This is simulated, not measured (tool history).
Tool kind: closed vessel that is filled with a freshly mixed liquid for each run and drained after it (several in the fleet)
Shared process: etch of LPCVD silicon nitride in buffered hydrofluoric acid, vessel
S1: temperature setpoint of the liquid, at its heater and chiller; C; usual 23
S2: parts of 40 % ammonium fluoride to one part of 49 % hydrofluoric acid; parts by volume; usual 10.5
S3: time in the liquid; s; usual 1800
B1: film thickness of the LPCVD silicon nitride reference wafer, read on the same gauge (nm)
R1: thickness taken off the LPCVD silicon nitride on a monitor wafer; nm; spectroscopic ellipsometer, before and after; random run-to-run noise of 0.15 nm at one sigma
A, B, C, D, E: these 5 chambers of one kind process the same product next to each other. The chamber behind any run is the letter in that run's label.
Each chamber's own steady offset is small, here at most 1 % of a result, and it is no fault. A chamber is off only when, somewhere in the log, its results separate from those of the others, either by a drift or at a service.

| run | hour | S1 | S2 | S3 | B1 | R1 |
|---|---|---|---|---|---|---|
| 1A | 6 | 23 | 10.5 | 1800 | 140.01 | 20.835 |
| 2C | 13.2 | 23 | 10.5 | 1800 | 140 | 20.524 |
| 3B | 20.7 | 23 | 10.5 | 1800 | 140 | 20.659 |
| 4D | 27.1 | 23 | 10.5 | 1800 | 139.98 | 20.528 |
| 5E | 32.2 | 23 | 10.5 | 1800 | 140.02 | 20.672 |
|  | 32.9 | chamber C: thermometer replaced |
| 6A | 41.1 | 23 | 10.5 | 1800 | 140 | 20.9 |
| 7E | 49.9 | 23 | 10.5 | 1800 | 139.99 | 20.537 |
| 8D | 58.2 | 23 | 10.5 | 1800 | 140.01 | 20.705 |
| 9C | 66.6 | 23 | 10.5 | 2515 | 139.99 | 28.806 |
| 10B | 71.6 | 23 | 10.5 | 2515 | 140.02 | 29.157 |
| 11A | 78.6 | 23 | 10.5 | 2515 | 140.02 | 28.969 |
| 12C | 83.7 | 23 | 10.5 | 2515 | 139.98 | 28.607 |
| 13E | 92.2 | 23 | 10.5 | 2515 | 139.98 | 28.942 |
| 14B | 97.9 | 23 | 10.5 | 1800 | 140.03 | 20.816 |
| 15D | 105.1 | 23 | 8 | 1800 | 140 | 25.885 |
| 16B | 109.5 | 23 | 8 | 1800 | 140.01 | 26.558 |
| 17E | 118 | 23 | 8 | 1800 | 139.99 | 26.368 |
| 18D | 123.3 | 23 | 8 | 1800 | 139.99 | 26.418 |
| 19C | 127.3 | 23 | 8 | 1800 | 139.99 | 26.199 |
| 20A | 133.3 | 23 | 10.5 | 1800 | 139.99 | 19.956 |
| 21B | 137.5 | 23 | 10.5 | 1800 | 140 | 20.698 |
| 22A | 145.8 | 23 | 10.5 | 1800 | 139.98 | 20.211 |
| 23C | 152.7 | 23 | 7 | 1475 | 140.01 | 24.5 |
| 24E | 157.3 | 23 | 7 | 1475 | 140.01 | 24.628 |
|  | 157.6 | chamber B: hydrofluoric acid flow meter replaced |
| 25D | 161.6 | 23 | 7 | 1475 | 139.98 | 24.549 |
| 26D | 170 | 23 | 7 | 1475 | 140.01 | 24.748 |
| 27B | 177.4 | 23 | 7 | 1475 | 140.01 | 24.868 |
| 28C | 186.4 | 23 | 10.5 | 1800 | 139.99 | 20.465 |
| 29A | 192.7 | 23 | 10.5 | 1800 | 140.02 | 19.312 |
| 30E | 199.7 | 23 | 10.5 | 1800 | 140.01 | 20.651 |
| 31D | 203.9 | 23 | 10.5 | 1800 | 139.99 | 20.567 |
| 32C | 210.2 | 21 | 10.5 | 2810 | 139.99 | 28.662 |
| 33E | 215.7 | 21 | 10.5 | 2810 | 140.03 | 28.889 |
| 34B | 224.9 | 21 | 10.5 | 2810 | 140 | 29.217 |

Is one chamber out of step, is the gauge drifting, or do the chambers differ by no more than their own small offsets? For an off chamber, give its letter and the likeliest cause.

Chamber A drifts away from the others.
What lies behind it: liquid colder than its thermometer reads (K) = 1.66.
The log might look much the same if the cause were instead: hydrofluoric acid flow below the setpoint (%).

Below are 4 candidate recipes for chamber A's next run, each the usual settings with a change, their results shown as question marks. Which of them brings A's results back in line with what the other chambers give on the usual settings?
Counts as in line when no further than this from what the other chambers average on the usual settings: R1 0.51 nm
| 35A-1 | 231.5 | 24.5 | 9.5 | 1800 |  | ? |
| 35A-2 | 231.5 | 23 | 11 | 1585 |  | ? |
| 35A-3 | 231.5 | 23 | 9.5 | 1800 |  | ? |
| 35A-4 | 231.5 | 22.5 | 11 | 1800 |  | ? |

Average result of the remaining chambers running the usual settings: R1 20.611 nm
| run | R1 |
|---|---|
| 35A-1 | 22.378 |
| 35A-2 | 16.009 |
| 35A-3 | 20.599 |
| 35A-4 | 17.692 |
The right change is 35A-3: it brings the chamber back within the allowed miss of the others.
